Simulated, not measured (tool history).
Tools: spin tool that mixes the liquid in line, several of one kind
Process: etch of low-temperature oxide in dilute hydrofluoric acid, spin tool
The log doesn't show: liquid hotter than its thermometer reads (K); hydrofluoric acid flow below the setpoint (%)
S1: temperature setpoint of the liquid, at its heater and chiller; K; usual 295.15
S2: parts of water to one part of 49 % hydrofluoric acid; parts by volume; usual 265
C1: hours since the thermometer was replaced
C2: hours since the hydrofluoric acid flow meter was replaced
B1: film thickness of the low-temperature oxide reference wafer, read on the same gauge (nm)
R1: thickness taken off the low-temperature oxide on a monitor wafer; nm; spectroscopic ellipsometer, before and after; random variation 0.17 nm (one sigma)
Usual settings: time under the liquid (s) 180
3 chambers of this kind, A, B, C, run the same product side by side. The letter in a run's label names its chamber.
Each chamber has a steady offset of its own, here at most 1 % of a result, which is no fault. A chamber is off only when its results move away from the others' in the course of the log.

{"run": "1A", "hour": 12.5, "S1": 295.15, "S2": 265, "time under the liquid (s)": 180, "C1": 211.5, "C2": 724.0, "B1": 50.005, "R1": 18.335}
{"run": "2C", "hour": 21.6, "S1": 295.15, "S2": 265, "time under the liquid (s)": 180, "C1": 222.0, "C2": 277.8, "B1": 49.992, "R1": 18.427}
{"run": "3B", "hour": 28.0, "S1": 295.15, "S2": 265, "time under the liquid (s)": 180, "C1": 951.7, "C2": 2166.8, "B1": 50.006, "R1": 18.471}
{"run": "4B", "hour": 34.7, "S1": 295.15, "S2": 265, "time under the liquid (s)": 180, "C1": 958.4, "C2": 2173.5, "B1": 50.026, "R1": 18.546}
{"run": "5C", "hour": 42.3, "S1": 295.15, "S2": 265, "time under the liquid (s)": 180, "C1": 242.7, "C2": 298.5, "B1": 49.995, "R1": 18.06}
{"run": "6A", "hour": 50.8, "S1": 295.15, "S2": 265, "time under the liquid (s)": 180, "C1": 249.8, "C2": 762.3, "B1": 49.984, "R1": 18.293}
{"run": "7C", "hour": 59.1, "S1": 295.15, "S2": 265, "time under the liquid (s)": 180, "C1": 259.5, "C2": 315.3, "B1": 49.993, "R1": 18.539}
{"run": "8B", "hour": 67.4, "S1": 297.65, "S2": 265, "time under the liquid (s)": 180, "C1": 991.1, "C2": 2206.2, "B1": 50.016, "R1": 20.378}
{"run": "9A", "hour": 75.0, "S1": 297.65, "S2": 265, "time under the liquid (s)": 180, "C1": 274.0, "C2": 786.5, "B1": 49.994, "R1": 20.193}
{"run": "10C", "hour": 86.3, "S1": 297.65, "S2": 265, "time under the liquid (s)": 180, "C1": 286.7, "C2": 342.5, "B1": 50.015, "R1": 20.201}
{"run": "11B", "hour": 97.5, "S1": 292.15, "S2": 265, "time under the liquid (s)": 180, "C1": 1021.2, "C2": 2236.3, "B1": 49.995, "R1": 17.004}
{"run": "12A", "hour": 110.3, "S1": 292.15, "S2": 265, "time under the liquid (s)": 180, "C1": 309.3, "C2": 821.8, "B1": 49.994, "R1": 16.652}
{"run": "13A", "hour": 120.9, "S1": 292.15, "S2": 265, "time under the liquid (s)": 180, "C1": 319.9, "C2": 832.4, "B1": 49.991, "R1": 16.496}
{"run": "14C", "hour": 130.2, "S1": 295.15, "S2": 265, "time under the liquid (s)": 180, "C1": 330.6, "C2": 386.4, "B1": 50.014, "R1": 18.435}
{"run": "15B", "hour": 135.8, "S1": 295.15, "S2": 265, "time under the liquid (s)": 180, "C1": 1059.5, "C2": 2274.6, "B1": 50.012, "R1": 19.203}
{"run": "16A", "hour": 143.2, "S1": 295.15, "S2": 265, "time under the liquid (s)": 180, "C1": 342.2, "C2": 854.7, "B1": 49.982, "R1": 18.374}
{"run": "17C", "hour": 155.1, "S1": 295.15, "S2": 265, "time under the liquid (s)": 180, "C1": 355.5, "C2": 411.3, "B1": 50.028, "R1": 18.716}
{"hour": 162.8, "done": "chamber A: hydrofluoric acid flow meter replaced"}
{"run": "18B", "hour": 166.7, "S1": 295.15, "S2": 265, "time under the liquid (s)": 180, "C1": 1090.4, "C2": 2305.5, "B1": 50.006, "R1": 19.412}
{"run": "19C", "hour": 176.1, "S1": 295.15, "S2": 265, "time under the liquid (s)": 180, "C1": 376.5, "C2": 432.3, "B1": 49.99, "R1": 18.479}
{"run": "20A", "hour": 183.0, "S1": 295.15, "S2": 265, "time under the liquid (s)": 180, "C1": 382.0, "C2": 20.2, "B1": 49.997, "R1": 18.759}
{"run": "21B", "hour": 189.7, "S1": 295.15, "S2": 265, "time under the liquid (s)": 180, "C1": 1113.4, "C2": 2328.5, "B1": 50.011, "R1": 19.62}
{"run": "22C", "hour": 202.1, "S1": 295.15, "S2": 390, "time under the liquid (s)": 85, "C1": 402.5, "C2": 458.3, "B1": 50.001, "R1": 5.2138}

Is one chamber off against the others, does the gauge drift, or is nothing wrong? If a chamber is off, say which, and what the likeliest cause is.

Chamber B drifts away from the others.
Cause: liquid hotter than its thermometer reads (K) = 1.65.
The log may not tell that from: hydrofluoric acid flow above the setpoint (%).

Here are 4 candidates for chamber B's next run, each the usual settings with a change, their results left as question marks. Which one brings its results back in line with what the others give on the usual settings?
In line means no further than this from the other chambers' mean on the usual settings: R1 0.6000 nm
{"run": "23B-1", "hour": 211.3, "S1": 295.15, "S2": 265, "time under the liquid (s)": 160, "R1": "?"}
{"run": "23B-2", "hour": 211.3, "S1": 295.15, "S2": 275, "time under the liquid (s)": 180, "R1": "?"}
{"run": "23B-3", "hour": 211.3, "S1": 295.15, "S2": 260, "time under the liquid (s)": 185, "R1": "?"}
{"run": "23B-4", "hour": 211.3, "S1": 295.15, "S2": 250, "time under the liquid (s)": 190, "R1": "?"}

The other chambers' mean on the usual settings: R1 18.4590 nm
run=23B-1 R1=17.3750
run=23B-2 R1=18.6370
run=23B-3 R1=20.5860
run=23B-4 R1=22.2280
23B-2 brings the chamber back in line.

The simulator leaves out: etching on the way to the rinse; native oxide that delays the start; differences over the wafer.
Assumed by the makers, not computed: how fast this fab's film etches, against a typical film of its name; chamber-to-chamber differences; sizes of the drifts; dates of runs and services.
